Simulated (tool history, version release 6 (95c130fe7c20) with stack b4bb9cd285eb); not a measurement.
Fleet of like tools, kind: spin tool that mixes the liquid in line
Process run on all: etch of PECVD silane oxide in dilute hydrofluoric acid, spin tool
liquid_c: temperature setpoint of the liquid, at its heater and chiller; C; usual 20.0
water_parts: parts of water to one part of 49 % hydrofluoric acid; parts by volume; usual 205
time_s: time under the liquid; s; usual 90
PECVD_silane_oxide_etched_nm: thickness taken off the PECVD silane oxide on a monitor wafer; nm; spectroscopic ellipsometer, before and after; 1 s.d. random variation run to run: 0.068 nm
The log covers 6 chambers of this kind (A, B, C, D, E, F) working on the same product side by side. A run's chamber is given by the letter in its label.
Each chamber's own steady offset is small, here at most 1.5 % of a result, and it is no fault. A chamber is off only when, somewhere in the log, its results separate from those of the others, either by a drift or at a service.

run	hour	liquid_c	water_parts	time_s	hours since the thermometer was replaced	hours since the hydrofluoric acid flow meter was replaced	read-back film thickness of the PECVD silane oxide reference wafer, read on the same gauge (nm)	PECVD_silane_oxide_etched_nm
1E	5.5	20.0	205	90	543.8	852.4	29.990	8.8756
2A	9.1	20.0	205	90	1253.2	343.8	30.005	8.7293
# hour 11.8: chamber C: thermometer replaced
3B	12.6	20.0	205	90	1857.5	182.1	30.005	8.7455
4F	17.9	20.0	205	90	861.1	1321.0	29.983	8.7520
5C	22.2	20.0	115	90	10.5	477.9	30.010	16.9870
6D	25.1	20.0	115	90	1589.1	284.6	30.016	17.1090
7E	29.1	20.0	115	90	567.4	876.0	30.000	16.8810
8F	33.4	20.0	115	90	876.6	1336.5	30.013	17.2520
9B	36.4	20.0	115	90	1881.3	205.9	30.010	17.3840
10C	41.7	20.0	115	90	30.0	497.4	29.998	16.7830
11D	46.8	20.0	205	90	1610.8	306.3	30.010	8.5742
12A	49.8	20.0	205	90	1293.9	384.5	30.007	8.9672
13D	53.8	20.0	205	90	1617.8	313.3	30.007	8.7438
14F	56.8	20.0	205	90	900.0	1359.9	30.007	8.8104
15E	59.3	20.0	205	90	597.6	906.2	29.996	8.6205
16C	62.1	20.0	205	90	50.4	517.8	30.003	8.6993
17A	65.8	20.0	205	90	1309.9	400.5	30.001	8.8765
18B	70.8	20.0	205	90	1915.7	240.3	29.995	8.7893
# hour 70.9: chamber D: thermometer replaced
19D	76.0	20.0	205	90	5.1	335.5	29.998	8.6688
20E	81.3	20.0	205	90	619.6	928.2	29.984	8.5157
21B	85.6	23.0	205	120	1930.5	255.1	29.982	13.1380
22A	90.2	23.0	205	120	1334.3	424.9	29.996	13.1820
23F	93.5	23.0	205	120	936.7	1396.6	30.021	13.0690
24C	98.7	23.0	205	120	87.0	554.4	29.996	12.7870
# hour 100.7: chamber C: hydrofluoric acid flow meter replaced
25B	104.0	23.0	205	120	1948.9	273.5	29.994	13.1490
26A	109.3	23.0	205	120	1353.4	444.0	29.995	13.0010
# hour 112.0: chamber E: thermometer replaced
27F	112.0	20.0	205	90	955.2	1415.1	30.003	8.9342
28C	115.7	20.0	205	90	104.0	15.1	29.999	8.6895
29D	120.0	20.0	205	90	49.1	379.5	29.992	8.6490
30E	124.1	20.0	205	90	12.1	971.0	30.012	8.3153
31E	126.5	20.0	205	90	14.5	973.4	29.998	8.3286
32A	129.8	20.0	205	90	1373.9	464.5	30.018	8.8929
33D	132.4	20.0	205	90	61.5	391.9	29.989	8.6590
34C	134.9	20.0	205	90	123.2	34.3	29.978	8.5445
35F	139.9	20.0	205	90	983.1	1443.0	30.003	8.7608
36B	145.3	20.0	205	45	1990.2	314.8	30.000	4.4297
37C	149.0	20.0	205	45	137.3	48.4	30.000	4.3867
38A	153.7	20.0	205	45	1397.8	488.4	30.003	4.4452
39D	156.2	20.0	205	45	85.3	415.7	29.986	4.3957
40B	161.6	20.0	205	45	2006.5	331.1	29.997	4.3895
41F	166.1	20.0	205	45	1009.3	1469.2	29.993	4.4483
42E	168.9	20.0	205	90	56.9	1015.8	29.981	8.1980
43E	173.1	20.0	205	90	61.1	1020.0	29.993	8.0555
44D	176.0	17.5	205	90	105.1	435.5	29.982	7.8963

Next, all 6 chambers run the settings below, one line each with question marks for the results. What does each chamber give?
45A	179.9	20.0	205	90				?
45B	179.9	20.0	205	90				?
45C	179.9	20.0	205	90				?
45D	179.9	20.0	205	90				?
45E	179.9	20.0	205	90				?
45F	179.9	20.0	205	90				?

run	PECVD_silane_oxide_etched_nm
45A	8.8787
45B	8.7948
45C	8.7555
45D	8.7040
45E	8.1039
45F	8.8510
